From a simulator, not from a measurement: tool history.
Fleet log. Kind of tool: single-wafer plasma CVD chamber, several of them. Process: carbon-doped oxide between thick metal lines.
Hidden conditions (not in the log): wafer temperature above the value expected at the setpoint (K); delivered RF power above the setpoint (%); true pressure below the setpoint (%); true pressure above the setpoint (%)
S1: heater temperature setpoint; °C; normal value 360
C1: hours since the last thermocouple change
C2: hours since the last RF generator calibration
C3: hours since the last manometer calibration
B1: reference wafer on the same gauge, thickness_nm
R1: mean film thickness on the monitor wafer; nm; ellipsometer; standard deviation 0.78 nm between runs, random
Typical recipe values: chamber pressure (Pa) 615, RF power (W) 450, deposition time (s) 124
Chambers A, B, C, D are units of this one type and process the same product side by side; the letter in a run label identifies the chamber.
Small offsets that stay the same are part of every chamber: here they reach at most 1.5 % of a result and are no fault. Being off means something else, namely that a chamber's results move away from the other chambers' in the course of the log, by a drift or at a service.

run 1D hour=2.2 | S1=360 chamber_pressure_(Pa)=615 RF_power_(W)=450 deposition_time_(s)=124 | C1=1355.9 C2=417.7 C3=2137.2 | B1=662.97 | R1=560.71
run 2B hour=4.2 | S1=360 chamber_pressure_(Pa)=615 RF_power_(W)=450 deposition_time_(s)=124 | C1=251.9 C2=972.3 C3=1561.5 | B1=663.11 | R1=566.87
run 3C hour=6.3 | S1=360 chamber_pressure_(Pa)=615 RF_power_(W)=450 deposition_time_(s)=124 | C1=1273 C2=926.4 C3=1225.9 | B1=662.94 | R1=564.51
run 4A hour=10.4 | S1=360 chamber_pressure_(Pa)=615 RF_power_(W)=450 deposition_time_(s)=124 | C1=109.9 C2=568.6 C3=801.7 | B1=663.59 | R1=569.89
run 5B hour=13.8 | S1=360 chamber_pressure_(Pa)=615 RF_power_(W)=450 deposition_time_(s)=124 | C1=261.5 C2=981.9 C3=1571.1 | B1=663.54 | R1=567.26
run 6C hour=17.6 | S1=351 chamber_pressure_(Pa)=615 RF_power_(W)=450 deposition_time_(s)=124 | C1=1284.3 C2=937.7 C3=1237.2 | B1=663.9 | R1=576.82
run 7A hour=20.1 | S1=351 chamber_pressure_(Pa)=615 RF_power_(W)=450 deposition_time_(s)=124 | C1=119.6 C2=578.3 C3=811.4 | B1=663.89 | R1=582.2
run 8D hour=24.3 | S1=351 chamber_pressure_(Pa)=615 RF_power_(W)=450 deposition_time_(s)=124 | C1=1378 C2=439.8 C3=2159.3 | B1=663.98 | R1=573.03
run 9B hour=26.4 | S1=351 chamber_pressure_(Pa)=615 RF_power_(W)=450 deposition_time_(s)=124 | C1=274.1 C2=994.5 C3=1583.7 | B1=663.89 | R1=582.15
run 10C hour=28.8 | S1=360 chamber_pressure_(Pa)=615 RF_power_(W)=450 deposition_time_(s)=124 | C1=1295.5 C2=948.9 C3=1248.4 | B1=663.85 | R1=567.2
run 11D hour=32.2 | S1=360 chamber_pressure_(Pa)=615 RF_power_(W)=450 deposition_time_(s)=124 | C1=1385.9 C2=447.7 C3=2167.2 | B1=664.31 | R1=561.58
run 12A hour=35.4 | S1=360 chamber_pressure_(Pa)=615 RF_power_(W)=450 deposition_time_(s)=124 | C1=134.9 C2=593.6 C3=826.7 | B1=664.19 | R1=570.65
run 13D hour=37.7 | S1=360 chamber_pressure_(Pa)=615 RF_power_(W)=450 deposition_time_(s)=124 | C1=1391.4 C2=453.2 C3=2172.7 | B1=664.56 | R1=561.27
run 14B hour=40.2 | S1=360 chamber_pressure_(Pa)=615 RF_power_(W)=450 deposition_time_(s)=124 | C1=287.9 C2=1008.3 C3=1597.5 | B1=664.72 | R1=567.99
run 15C hour=44.7 | S1=360 chamber_pressure_(Pa)=615 RF_power_(W)=450 deposition_time_(s)=124 | C1=1311.4 C2=964.8 C3=1264.3 | B1=665.01 | R1=566.68
run 16A hour=47.1 | S1=360 chamber_pressure_(Pa)=615 RF_power_(W)=450 deposition_time_(s)=124 | C1=146.6 C2=605.3 C3=838.4 | B1=664.85 | R1=571.65
run 17B hour=49.2 | S1=360 chamber_pressure_(Pa)=615 RF_power_(W)=450 deposition_time_(s)=124 | C1=296.9 C2=1017.3 C3=1606.5 | B1=665.02 | R1=569.38
run 18C hour=53.1 | S1=374 chamber_pressure_(Pa)=760 RF_power_(W)=450 deposition_time_(s)=124 | C1=1319.8 C2=973.2 C3=1272.7 | B1=664.9 | R1=565.89
run 19D hour=55.9 | S1=374 chamber_pressure_(Pa)=760 RF_power_(W)=450 deposition_time_(s)=124 | C1=1409.6 C2=471.4 C3=2190.9 | B1=665.28 | R1=562.46
run 20A hour=58 | S1=374 chamber_pressure_(Pa)=760 RF_power_(W)=450 deposition_time_(s)=124 | C1=157.5 C2=616.2 C3=849.3 | B1=665.07 | R1=573.18
run 21C hour=62.2 | S1=374 chamber_pressure_(Pa)=760 RF_power_(W)=450 deposition_time_(s)=124 | C1=1328.9 C2=982.3 C3=1281.8 | B1=665.36 | R1=567.58
run 22A hour=64.6 | S1=360 chamber_pressure_(Pa)=504 RF_power_(W)=450 deposition_time_(s)=124 | C1=164.1 C2=622.8 C3=855.9 | B1=665.55 | R1=555.76
run 23B hour=67 | S1=360 chamber_pressure_(Pa)=504 RF_power_(W)=450 deposition_time_(s)=124 | C1=314.7 C2=1035.1 C3=1624.3 | B1=665.74 | R1=552.52
run 24D hour=70.2 | S1=360 chamber_pressure_(Pa)=504 RF_power_(W)=450 deposition_time_(s)=124 | C1=1423.9 C2=485.7 C3=2205.2 | B1=665.86 | R1=546.07
run 25D hour=74.7 | S1=360 chamber_pressure_(Pa)=504 RF_power_(W)=450 deposition_time_(s)=124 | C1=1428.4 C2=490.2 C3=2209.7 | B1=665.61 | R1=548.41
run 26A hour=78.8 | S1=360 chamber_pressure_(Pa)=615 RF_power_(W)=450 deposition_time_(s)=124 | C1=178.3 C2=637 C3=870.1 | B1=666.22 | R1=572.28
run 27C hour=81.2 | S1=360 chamber_pressure_(Pa)=615 RF_power_(W)=450 deposition_time_(s)=124 | C1=1347.9 C2=1001.3 C3=1300.8 | B1=666.34 | R1=566.51
run 28B hour=85.5 | S1=360 chamber_pressure_(Pa)=615 RF_power_(W)=450 deposition_time_(s)=124 | C1=333.2 C2=1053.6 C3=1642.8 | B1=666.19 | R1=569.67
run 29A hour=88.8 | S1=360 chamber_pressure_(Pa)=615 RF_power_(W)=450 deposition_time_(s)=124 | C1=188.3 C2=647 C3=880.1 | B1=666.44 | R1=572.65
run 30B hour=92 | S1=360 chamber_pressure_(Pa)=615 RF_power_(W)=395 deposition_time_(s)=124 | C1=339.7 C2=1060.1 C3=1649.3 | B1=666.69 | R1=517.84

Predict what each chamber gives when all 4 of them run the settings below next.
run 31A hour=95.2 | S1=360 chamber_pressure_(Pa)=615 RF_power_(W)=450 deposition_time_(s)=124 | R1=?
run 31B hour=95.2 | S1=360 chamber_pressure_(Pa)=615 RF_power_(W)=450 deposition_time_(s)=124 | R1=?
run 31C hour=95.2 | S1=360 chamber_pressure_(Pa)=615 RF_power_(W)=450 deposition_time_(s)=124 | R1=?
run 31D hour=95.2 | S1=360 chamber_pressure_(Pa)=615 RF_power_(W)=450 deposition_time_(s)=124 | R1=?

run=31A R1=571.93
run=31B R1=571.5
run=31C R1=568.45
run=31D R1=564.78

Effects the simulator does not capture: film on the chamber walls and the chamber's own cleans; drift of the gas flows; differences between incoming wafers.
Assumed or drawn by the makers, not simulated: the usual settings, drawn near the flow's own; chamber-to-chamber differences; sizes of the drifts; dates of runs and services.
